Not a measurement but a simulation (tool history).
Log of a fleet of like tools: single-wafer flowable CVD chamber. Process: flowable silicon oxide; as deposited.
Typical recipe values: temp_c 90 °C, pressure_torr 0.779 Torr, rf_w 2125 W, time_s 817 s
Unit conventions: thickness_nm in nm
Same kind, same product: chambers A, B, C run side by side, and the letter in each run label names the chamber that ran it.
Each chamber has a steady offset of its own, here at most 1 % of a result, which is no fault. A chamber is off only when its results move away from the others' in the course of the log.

run,hour,temp_c,pressure_torr,rf_w,time_s,"read-back reference wafer on the same gauge, thickness_nm",thickness_nm
1C,10.2,90,0.779,2125,817,598.81,682.18
2B,21.9,90,0.779,2125,817,598.81,679.41
3A,30.2,90,0.779,2125,817,598.67,670.53
# hour 35.1: chamber A: thermocouple changed; heater temperature recalibrated
4C,37.1,90,0.779,2125,817,598.41,682.01
5B,42.8,90,0.779,2125,817,598.55,678.7
6A,52.3,90,0.704,2125,817,598.46,587.65
# hour 58.6: chamber C: thermocouple changed; heater temperature recalibrated
7C,60,90,0.704,2125,817,598.42,595.07
8A,69.1,90,0.704,2125,817,598.23,586.59
9B,81.4,90,0.779,2125,817,598.2,678.49
10B,88.9,90,0.779,2125,817,598.04,678.51
11C,95.3,90,0.779,2125,817,597.87,681.81
12A,105.3,90,0.779,2125,817,598.03,669.39
13B,116.4,90,0.779,2125,817,597.56,678.53
14A,123.9,90,0.779,2125,817,597.58,671.27
15C,136.3,90,0.779,2125,817,597.7,680.22
16C,143.8,90,0.779,2125,817,597.45,680.52
17B,153.7,90,0.779,2125,817,597.56,678.36
18A,163.2,90,0.779,2125,817,597.06,670.59
19C,173,90,0.779,2125,817,597.06,680.06
20B,180.5,90,0.779,2125,817,597.09,677.01
21A,192.8,90,0.779,2125,817,596.91,668.42
22C,201.9,90,0.779,2125,817,596.67,679.33
23A,213.1,90,0.779,2125,817,596.74,668.68
# hour 223.2: chamber B: capacitance manometer re-zeroed and calibrated
24B,225.2,90,0.779,2125,817,596.48,678.47
25A,236.9,90,0.779,2125,817,596.58,669.86
26C,245.8,90,0.779,2125,817,596.41,679.78
27B,254.2,90,0.616,2125,817,596.37,493.15
28C,265.1,90,0.616,2125,817,595.94,494.73
29B,274.5,90,0.616,2125,817,596.01,494.22
30A,283.5,90,0.779,2125,817,596.06,667.16
31C,289.9,90,0.779,2125,817,595.95,677.18

For the next run the whole fleet of 3 chambers uses the same settings. Give each chamber's results:
32A,299,90,0.779,1945,817,,?
32B,299,90,0.779,1945,817,,?
32C,299,90,0.779,1945,817,,?

run,thickness_nm
32A,656.35
32B,664.94
32C,665.52
